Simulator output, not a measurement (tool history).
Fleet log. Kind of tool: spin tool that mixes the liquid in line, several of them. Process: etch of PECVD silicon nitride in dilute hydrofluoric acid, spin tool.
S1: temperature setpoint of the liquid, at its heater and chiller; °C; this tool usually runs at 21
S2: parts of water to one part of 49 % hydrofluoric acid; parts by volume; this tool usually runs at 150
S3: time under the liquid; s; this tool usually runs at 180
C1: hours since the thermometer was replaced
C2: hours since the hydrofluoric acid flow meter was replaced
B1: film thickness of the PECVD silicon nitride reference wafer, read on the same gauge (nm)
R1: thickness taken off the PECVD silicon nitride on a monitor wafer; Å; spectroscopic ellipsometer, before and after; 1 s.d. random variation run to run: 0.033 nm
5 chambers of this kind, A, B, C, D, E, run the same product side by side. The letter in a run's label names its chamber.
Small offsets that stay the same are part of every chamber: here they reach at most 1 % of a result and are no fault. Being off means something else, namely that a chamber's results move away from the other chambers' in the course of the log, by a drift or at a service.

run     day  S1   S2   S3      C1      C2      B1      R1
 1A   0.208  21  150  180  2252.3    34.0  80.023  32.081
 2B   0.512  21  150  180   459.7   707.7  79.972  32.458
 3C   0.992  21  150  180   773.1   856.2  79.984  32.425
 4D   1.392  21  150  180   342.0  2015.4  80.062  32.544
 5E   1.792  21  150  180  1819.2   501.6  79.954  32.162
 6A   2.154  21  150  180  2299.0    80.7  80.003  31.882
 7D   2.475  21  150  180   368.0  2041.4  80.005  31.248
 8B   2.846  21  150  100   515.7   763.7  80.027  17.710
 9C   3.158  21  150  100   825.1   908.2  80.016  18.058
10E   3.617  21  150  100  1863.0   545.4  80.015  17.969
11B   3.821  21  150  100   539.1   787.1  80.026  17.551
12C   4.292  21  150  100   852.3   935.4  80.020  18.380
13D   4.646  21  150  180   420.1  2093.5  80.025  32.493
14A   4.917  21  150  180  2365.3   147.0  80.001  32.391
15E   5.225  21  150  180  1901.6   584.0  79.983  32.340
16C   5.479  21  150  180   880.8   963.9  79.986  31.901
17B   5.812  21  150  180   586.9   834.9  80.013  32.152
18A   6.142  21  150  180  2394.7   176.4  79.992  32.327
19D   6.442  21  150  180   463.2  2136.6  79.953  32.561
20E   6.683  19  125  180  1936.6   619.0  80.022  33.483
21E   7.129  19  125  180  1947.3   629.7  79.957  33.661
22C   7.562  19  125  180   930.8  1013.9  80.017  33.593
23B   7.817  19  125  180   635.0   883.0  80.012  34.196
24A   8.200  19  125  180  2444.1   225.8  79.967  33.054
25D   8.579  21  150  180   514.5  2187.9  79.998  31.643
26C   8.858  21  150  180   961.9  1045.0  80.014  32.084
27D   9.200  21  150  180   529.4  2202.8  80.017  32.126
28A   9.421  21  150  180  2473.4   255.1  80.004  32.825
29B   9.625  21  150  180   678.4   926.4  79.996  33.741
30E   9.988  21  150  180  2015.9   698.3  80.032  32.710
31A  10.250  21  150  180  2493.3   275.0  79.978  32.636
32E  10.504  25  220  180  2028.3   710.7  79.992  28.489
33C  10.812  25  220  180  1008.8  1091.9  79.967  28.592
34B  11.096  25  220  180   713.7   961.7  79.982  31.075
35D  11.312  25  220  180   580.1  2253.5  79.999  28.900
36B  11.550  25  220  180   724.6   972.6  80.030  31.006
37A  11.879  21  150  180  2532.4   314.1  80.020  32.497
38E  12.250  21  220  240  2070.2   752.6  80.026  29.449

Next, every chamber runs the same settings. What will each give?
39A  12.592  21  150  180               ?
39B  12.592  21  150  180               ?
39C  12.592  21  150  180               ?
39D  12.592  21  150  180               ?
39E  12.592  21  150  180               ?

run      R1
39A  32.483
39B  36.269
39C  32.394
39D  31.979
39E  31.988
